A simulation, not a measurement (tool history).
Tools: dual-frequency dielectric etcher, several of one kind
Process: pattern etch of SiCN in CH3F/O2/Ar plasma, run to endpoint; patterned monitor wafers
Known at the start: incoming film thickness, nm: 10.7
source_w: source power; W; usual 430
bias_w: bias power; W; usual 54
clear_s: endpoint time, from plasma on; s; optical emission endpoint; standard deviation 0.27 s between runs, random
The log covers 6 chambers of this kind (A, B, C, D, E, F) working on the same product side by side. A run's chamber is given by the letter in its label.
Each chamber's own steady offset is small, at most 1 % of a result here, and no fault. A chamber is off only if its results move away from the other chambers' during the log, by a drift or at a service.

run   hour  source_w  bias_w  clear_s
 1A    8.4       430      54   30.431
 2D   18.6       430      54   30.447
 3B   29.3       430      54   30.303
 4F   36.0       430      54   30.119
 5E   44.7       430      54   30.471
 6C   50.9       480      58   28.664
 7E   57.4       480      58   28.298
      57.6  -- chamber D: wet clean of the chamber
 8C   66.5       480      58   28.373
      68.6  -- chamber A: wet clean of the chamber
      74.7  -- chamber E: wet clean of the chamber
 9F   77.8       480      58   28.876
10B   87.6       480      58   28.863
11A   93.0       480      58   28.305
12D  104.0       430      54   29.996
     108.6  -- chamber C: wet clean of the chamber
13C  116.1       430      54   30.965
14F  124.1       430      48   31.954
15D  133.8       430      48   31.664
16A  139.7       430      48   32.006
17B  147.1       430      48   31.650
18E  153.3       430      48   31.512
19D  161.7       430      48   31.642
20F  173.2       470      59   28.863
21B  179.9       470      59   28.468
22A  189.8       470      59   28.155
23C  199.6       470      59   28.519
24E  206.9       470      59   28.364
25F  213.3       470      59   28.642
26B  219.9       430      54   30.786
27D  227.4       430      54   30.163
28C  238.8       430      54   30.371
29A  247.3       430      54   30.008
30E  256.5       430      54   29.984
     256.9  -- chamber F: source power generator calibrated
31E  264.4       430      54   30.499
     267.9  -- chamber B: bias power generator calibrated
32C  270.8       430      54   30.979
33F  282.5       430      54   30.614
     283.4  -- chamber F: wet clean of the chamber
34B  291.6       430      54   30.611
     293.0  -- chamber C: source power generator calibrated
35A  302.5       430      54   30.317
36D  308.1       430      54   30.228
37C  313.9       500      47   30.719
38E  324.2       500      47   30.074
39B  332.2       500      47   30.246
40D  340.2       500      47   30.167
41A  347.7       500      47   29.819
42F  356.4       500      47   30.348
43C  365.2       430      54   30.928
44B  377.0       430      54   30.999

One chamber off, gauge drift, or nothing amiss beyond the chambers' own small offsets? If it is a chamber, which one, and what is the likeliest cause?

Beyond each chamber's small constant offset nothing stands out, and the gauge stays steady.
